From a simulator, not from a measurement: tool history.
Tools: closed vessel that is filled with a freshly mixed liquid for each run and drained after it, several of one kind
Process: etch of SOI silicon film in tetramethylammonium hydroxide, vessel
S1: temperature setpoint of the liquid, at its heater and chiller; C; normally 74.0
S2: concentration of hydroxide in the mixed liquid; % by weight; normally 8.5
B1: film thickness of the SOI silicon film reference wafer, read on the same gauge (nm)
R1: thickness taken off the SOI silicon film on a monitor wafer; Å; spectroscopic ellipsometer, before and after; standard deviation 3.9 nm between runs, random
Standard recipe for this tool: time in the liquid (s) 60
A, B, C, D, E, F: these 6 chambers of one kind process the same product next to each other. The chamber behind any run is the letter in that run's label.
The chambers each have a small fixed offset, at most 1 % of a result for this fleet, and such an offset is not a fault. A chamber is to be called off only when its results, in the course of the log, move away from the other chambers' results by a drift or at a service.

Run 1B, hour 4.9: usual settings; B1 120.01. Result: R1 5839.6 Å.
Run 2E, hour 14.1: usual settings; B1 119.99. Result: R1 5940.1 Å.
Run 3C, hour 20.6: usual settings; B1 120.01. Result: R1 5936.3 Å.
Run 4A, hour 27.1: usual settings; B1 119.99. Result: R1 5876.5 Å.
Run 5D, hour 35.9: usual settings; B1 119.98. Result: R1 5899.9 Å.
Run 6F, hour 40.9: usual settings; B1 120.01. Result: R1 5990.0 Å.
Run 7B, hour 48.0: usual settings; B1 119.95. Result: R1 5861.5 Å.
Run 8D, hour 54.5: usual settings; B1 119.99. Result: R1 5972.1 Å.
Run 9A, hour 63.5: usual settings; B1 120.01. Result: R1 5894.2 Å.
At hour 70.7: chamber D: hydroxide flow meter replaced.
Run 10C, hour 73.6: usual settings; B1 120.01. Result: R1 5944.9 Å.
Run 11E, hour 82.3: usual settings; B1 120.02. Result: R1 5901.4 Å.
At hour 85.5: chamber B: thermometer replaced.
Run 12F, hour 93.2: usual settings but S2 9.5 % by weight; B1 119.99. Result: R1 5689.7 Å.
Run 13B, hour 103.1: usual settings but S2 9.5 % by weight; B1 120.00. Result: R1 5698.4 Å.
Run 14F, hour 109.3: usual settings but S2 9.5 % by weight; B1 120.04. Result: R1 5748.6 Å.
Run 15D, hour 115.4: usual settings but S2 9.5 % by weight; B1 120.01. Result: R1 5688.1 Å.
Run 16E, hour 123.4: usual settings but S2 9.5 % by weight; B1 119.98. Result: R1 5606.0 Å.
Run 17A, hour 129.3: usual settings but S2 9.5 % by weight; B1 119.94. Result: R1 5668.6 Å.
Run 18C, hour 138.0: usual settings but S1 71.5 C, S2 6.5 % by weight; B1 119.99. Result: R1 5560.7 Å.
Run 19A, hour 145.4: usual settings but S1 71.5 C, S2 6.5 % by weight; B1 120.02. Result: R1 5500.9 Å.
Run 20D, hour 151.7: usual settings but S1 71.5 C, S2 6.5 % by weight; B1 119.98. Result: R1 5535.2 Å.
Run 21F, hour 159.1: usual settings but S1 71.5 C, S2 6.5 % by weight; B1 119.98. Result: R1 5570.5 Å.
Run 22C, hour 168.9: usual settings but S1 71.5 C, S2 6.5 % by weight; B1 120.03. Result: R1 5469.4 Å.
At hour 169.7: chamber E: hydroxide flow meter replaced.
Run 23B, hour 177.2: usual settings but S1 71.5 C, S2 6.5 % by weight; B1 120.03. Result: R1 5544.1 Å.
Run 24E, hour 183.9: usual settings; B1 119.94. Result: R1 5834.1 Å.
Run 25E, hour 190.7: usual settings but S2 10.0 % by weight; B1 119.98. Result: R1 5431.0 Å.
Run 26F, hour 198.0: usual settings but S2 10.0 % by weight; B1 119.97. Result: R1 5645.3 Å.
Run 27A, hour 208.6: usual settings but S2 10.0 % by weight; B1 119.96. Result: R1 5524.9 Å.
Run 28D, hour 215.4: usual settings but S2 10.0 % by weight; B1 119.98. Result: R1 5556.6 Å.
Run 29C, hour 220.8: usual settings but S2 10.0 % by weight; B1 120.01. Result: R1 5566.6 Å.
Run 30B, hour 228.2: usual settings but S2 10.0 % by weight; B1 120.00. Result: R1 5599.9 Å.
Run 31B, hour 236.5: usual settings; B1 120.04. Result: R1 5934.2 Å.
Run 32D, hour 247.6: usual settings; B1 119.97. Result: R1 5891.1 Å.
Run 33C, hour 257.3: usual settings; B1 120.00. Result: R1 5956.6 Å.
Run 34E, hour 264.6: usual settings but S1 76.5 C, S2 6.5 % by weight; B1 120.01. Result: R1 6890.4 Å.
Run 35F, hour 274.0: usual settings but S1 76.5 C, S2 6.5 % by weight; B1 120.00. Result: R1 7488.6 Å.
Run 36A, hour 283.3: usual settings but S1 76.5 C, S2 6.5 % by weight; B1 119.97. Result: R1 7332.0 Å.
Run 37F, hour 291.6: usual settings but S1 76.5 C, S2 6.5 % by weight; B1 120.00. Result: R1 7533.9 Å.
Run 38E, hour 298.0: usual settings but S1 76.5 C, S2 6.5 % by weight; B1 119.97. Result: R1 6978.7 Å.
Run 39C, hour 303.5: usual settings but S1 76.5 C, S2 6.5 % by weight; B1 120.06. Result: R1 7373.9 Å.
Run 40B, hour 313.0: usual settings but S1 69.5 C; B1 119.98. Result: R1 4555.2 Å.
Run 41A, hour 320.9: usual settings but S1 69.5 C; B1 119.98. Result: R1 4573.3 Å.

All 6 chambers run these settings next. Forecast each chamber's results:
Run 42A, hour 329.0: usual settings but S1 81.5 C. Result: R1 ?.
Run 42B, hour 329.0: usual settings but S1 81.5 C. Result: R1 ?.
Run 42C, hour 329.0: usual settings but S1 81.5 C. Result: R1 ?.
Run 42D, hour 329.0: usual settings but S1 81.5 C. Result: R1 ?.
Run 42E, hour 329.0: usual settings but S1 81.5 C. Result: R1 ?.
Run 42F, hour 329.0: usual settings but S1 81.5 C. Result: R1 ?.

run      R1
42A  8975.5
42B  9013.7
42C  8964.9
42D  8974.3
42E  8395.2
42F  9080.6
